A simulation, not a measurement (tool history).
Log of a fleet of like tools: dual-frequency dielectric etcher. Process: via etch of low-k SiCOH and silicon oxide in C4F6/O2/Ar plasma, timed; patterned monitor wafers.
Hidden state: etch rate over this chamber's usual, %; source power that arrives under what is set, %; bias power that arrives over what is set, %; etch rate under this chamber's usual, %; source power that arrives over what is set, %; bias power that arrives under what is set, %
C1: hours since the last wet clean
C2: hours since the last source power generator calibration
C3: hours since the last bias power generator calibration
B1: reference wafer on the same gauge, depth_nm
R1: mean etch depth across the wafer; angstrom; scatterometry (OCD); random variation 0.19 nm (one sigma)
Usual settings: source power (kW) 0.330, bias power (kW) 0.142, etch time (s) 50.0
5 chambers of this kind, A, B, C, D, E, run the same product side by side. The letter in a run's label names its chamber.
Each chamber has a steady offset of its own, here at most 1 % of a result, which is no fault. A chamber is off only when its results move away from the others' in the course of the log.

{"run": "1C", "hour": 3.8, "source power (kW)": 0.33, "bias power (kW)": 0.142, "etch time (s)": 50.0, "C1": 128.0, "C2": 1616.7, "C3": 2379.9, "B1": 126.93, "R1": 1136.1}
{"run": "2B", "hour": 9.4, "source power (kW)": 0.33, "bias power (kW)": 0.142, "etch time (s)": 50.0, "C1": 37.9, "C2": 959.8, "C3": 900.7, "B1": 127.03, "R1": 1125.9}
{"run": "3A", "hour": 15.7, "source power (kW)": 0.33, "bias power (kW)": 0.142, "etch time (s)": 50.0, "C1": 348.4, "C2": 110.9, "C3": 3256.8, "B1": 126.93, "R1": 1124.7}
{"run": "4D", "hour": 21.7, "source power (kW)": 0.33, "bias power (kW)": 0.142, "etch time (s)": 50.0, "C1": 119.0, "C2": 4120.6, "C3": 447.0, "B1": 126.95, "R1": 1123.4}
{"run": "5E", "hour": 28.2, "source power (kW)": 0.33, "bias power (kW)": 0.142, "etch time (s)": 50.0, "C1": 247.5, "C2": 1842.2, "C3": 2020.8, "B1": 126.89, "R1": 1115.1}
{"run": "6C", "hour": 35.7, "source power (kW)": 0.33, "bias power (kW)": 0.142, "etch time (s)": 50.0, "C1": 159.9, "C2": 1648.6, "C3": 2411.8, "B1": 126.88, "R1": 1131.6}
{"run": "7D", "hour": 44.3, "source power (kW)": 0.33, "bias power (kW)": 0.142, "etch time (s)": 50.0, "C1": 141.6, "C2": 4143.2, "C3": 469.6, "B1": 126.86, "R1": 1122.2}
{"run": "8E", "hour": 52.1, "source power (kW)": 0.27, "bias power (kW)": 0.142, "etch time (s)": 50.0, "C1": 271.4, "C2": 1866.1, "C3": 2044.7, "B1": 126.82, "R1": 1034.2}
{"run": "9A", "hour": 58.3, "source power (kW)": 0.27, "bias power (kW)": 0.142, "etch time (s)": 50.0, "C1": 391.0, "C2": 153.5, "C3": 3299.4, "B1": 126.79, "R1": 1035.4}
{"run": "10B", "hour": 62.3, "source power (kW)": 0.27, "bias power (kW)": 0.142, "etch time (s)": 50.0, "C1": 90.8, "C2": 1012.7, "C3": 953.6, "B1": 126.75, "R1": 1037.9}
{"run": "11C", "hour": 66.3, "source power (kW)": 0.27, "bias power (kW)": 0.142, "etch time (s)": 50.0, "C1": 190.5, "C2": 1679.2, "C3": 2442.4, "B1": 126.79, "R1": 1042.7}
{"run": "12B", "hour": 70.8, "source power (kW)": 0.27, "bias power (kW)": 0.142, "etch time (s)": 50.0, "C1": 99.3, "C2": 1021.2, "C3": 962.1, "B1": 126.73, "R1": 1035.3}
{"run": "13E", "hour": 74.9, "source power (kW)": 0.29, "bias power (kW)": 0.142, "etch time (s)": 50.0, "C1": 294.2, "C2": 1888.9, "C3": 2067.5, "B1": 126.73, "R1": 1058.0}
{"run": "14D", "hour": 83.2, "source power (kW)": 0.29, "bias power (kW)": 0.142, "etch time (s)": 50.0, "C1": 180.5, "C2": 4182.1, "C3": 508.5, "B1": 126.7, "R1": 1068.0}
{"run": "15A", "hour": 88.9, "source power (kW)": 0.29, "bias power (kW)": 0.142, "etch time (s)": 50.0, "C1": 421.6, "C2": 184.1, "C3": 3330.0, "B1": 126.68, "R1": 1064.1}
{"run": "16C", "hour": 93.0, "source power (kW)": 0.29, "bias power (kW)": 0.142, "etch time (s)": 50.0, "C1": 217.2, "C2": 1705.9, "C3": 2469.1, "B1": 126.69, "R1": 1073.9}
{"run": "17D", "hour": 101.5, "source power (kW)": 0.29, "bias power (kW)": 0.142, "etch time (s)": 50.0, "C1": 198.8, "C2": 4200.4, "C3": 526.8, "B1": 126.71, "R1": 1064.6}
{"run": "18A", "hour": 105.4, "source power (kW)": 0.33, "bias power (kW)": 0.142, "etch time (s)": 50.0, "C1": 438.1, "C2": 200.6, "C3": 3346.5, "B1": 126.63, "R1": 1122.1}
{"run": "19E", "hour": 110.0, "source power (kW)": 0.33, "bias power (kW)": 0.142, "etch time (s)": 50.0, "C1": 329.3, "C2": 1924.0, "C3": 2102.6, "B1": 126.58, "R1": 1112.7}
{"run": "20B", "hour": 116.7, "source power (kW)": 0.41, "bias power (kW)": 0.142, "etch time (s)": 50.0, "C1": 145.2, "C2": 1067.1, "C3": 1008.0, "B1": 126.57, "R1": 1222.0}
{"run": "21B", "hour": 120.6, "source power (kW)": 0.41, "bias power (kW)": 0.142, "etch time (s)": 50.0, "C1": 149.1, "C2": 1071.0, "C3": 1011.9, "B1": 126.57, "R1": 1220.1}
{"run": "22A", "hour": 124.6, "source power (kW)": 0.41, "bias power (kW)": 0.142, "etch time (s)": 50.0, "C1": 457.3, "C2": 219.8, "C3": 3365.7, "B1": 126.62, "R1": 1219.3}
{"run": "23D", "hour": 128.9, "source power (kW)": 0.41, "bias power (kW)": 0.142, "etch time (s)": 50.0, "C1": 226.2, "C2": 4227.8, "C3": 554.2, "B1": 126.54, "R1": 1222.8}
{"run": "24E", "hour": 134.8, "source power (kW)": 0.41, "bias power (kW)": 0.142, "etch time (s)": 50.0, "C1": 354.1, "C2": 1948.8, "C3": 2127.4, "B1": 126.53, "R1": 1209.4}
{"run": "25C", "hour": 140.0, "source power (kW)": 0.3, "bias power (kW)": 0.142, "etch time (s)": 50.0, "C1": 264.2, "C2": 1752.9, "C3": 2516.1, "B1": 126.48, "R1": 1086.6}
{"run": "26D", "hour": 147.0, "source power (kW)": 0.3, "bias power (kW)": 0.142, "etch time (s)": 50.0, "C1": 244.3, "C2": 4245.9, "C3": 572.3, "B1": 126.49, "R1": 1079.6}
{"run": "27E", "hour": 153.0, "source power (kW)": 0.3, "bias power (kW)": 0.142, "etch time (s)": 50.0, "C1": 372.3, "C2": 1967.0, "C3": 2145.6, "B1": 126.39, "R1": 1071.3}
{"run": "28A", "hour": 161.3, "source power (kW)": 0.3, "bias power (kW)": 0.142, "etch time (s)": 50.0, "C1": 494.0, "C2": 256.5, "C3": 3402.4, "B1": 126.42, "R1": 1080.3}
{"run": "29C", "hour": 169.3, "source power (kW)": 0.3, "bias power (kW)": 0.142, "etch time (s)": 50.0, "C1": 293.5, "C2": 1782.2, "C3": 2545.4, "B1": 126.41, "R1": 1082.7}
{"run": "30B", "hour": 176.2, "source power (kW)": 0.33, "bias power (kW)": 0.142, "etch time (s)": 41.5, "C1": 204.7, "C2": 1126.6, "C3": 1067.5, "B1": 126.36, "R1": 931.64}
{"run": "31E", "hour": 184.0, "source power (kW)": 0.33, "bias power (kW)": 0.142, "etch time (s)": 41.5, "C1": 403.3, "C2": 1998.0, "C3": 2176.6, "B1": 126.34, "R1": 923.44}
{"run": "32A", "hour": 190.8, "source power (kW)": 0.33, "bias power (kW)": 0.142, "etch time (s)": 41.5, "C1": 523.5, "C2": 286.0, "C3": 3431.9, "B1": 126.39, "R1": 928.89}
{"run": "33B", "hour": 197.6, "source power (kW)": 0.33, "bias power (kW)": 0.142, "etch time (s)": 41.5, "C1": 226.1, "C2": 1148.0, "C3": 1088.9, "B1": 126.24, "R1": 931.23}
{"run": "34D", "hour": 203.9, "source power (kW)": 0.33, "bias power (kW)": 0.142, "etch time (s)": 41.5, "C1": 301.2, "C2": 4302.8, "C3": 629.2, "B1": 126.33, "R1": 925.96}
{"run": "35C", "hour": 212.5, "source power (kW)": 0.33, "bias power (kW)": 0.142, "etch time (s)": 50.0, "C1": 336.7, "C2": 1825.4, "C3": 2588.6, "B1": 126.26, "R1": 1128.6}
{"run": "36E", "hour": 217.7, "source power (kW)": 0.33, "bias power (kW)": 0.142, "etch time (s)": 50.0, "C1": 437.0, "C2": 2031.7, "C3": 2210.3, "B1": 126.28, "R1": 1110.7}
{"run": "37D", "hour": 226.6, "source power (kW)": 0.33, "bias power (kW)": 0.142, "etch time (s)": 50.0, "C1": 323.9, "C2": 4325.5, "C3": 651.9, "B1": 126.14, "R1": 1119.2}
{"run": "38A", "hour": 234.9, "source power (kW)": 0.33, "bias power (kW)": 0.142, "etch time (s)": 50.0, "C1": 567.6, "C2": 330.1, "C3": 3476.0, "B1": 126.19, "R1": 1114.9}
{"run": "39C", "hour": 242.4, "source power (kW)": 0.33, "bias power (kW)": 0.142, "etch time (s)": 50.0, "C1": 366.6, "C2": 1855.3, "C3": 2618.5, "B1": 126.14, "R1": 1124.6}
{"run": "40B", "hour": 250.3, "source power (kW)": 0.33, "bias power (kW)": 0.142, "etch time (s)": 50.0, "C1": 278.8, "C2": 1200.7, "C3": 1141.6, "B1": 126.12, "R1": 1116.9}

What goes on in this fleet: one chamber off, a drifting gauge, or nothing beyond the chambers' own small offsets? Name the chamber and the cause, if any.

The gauge drifts, so all chambers seem to drift together. No chamber is off.
Cause: gauge reads low (%) = 0.701.

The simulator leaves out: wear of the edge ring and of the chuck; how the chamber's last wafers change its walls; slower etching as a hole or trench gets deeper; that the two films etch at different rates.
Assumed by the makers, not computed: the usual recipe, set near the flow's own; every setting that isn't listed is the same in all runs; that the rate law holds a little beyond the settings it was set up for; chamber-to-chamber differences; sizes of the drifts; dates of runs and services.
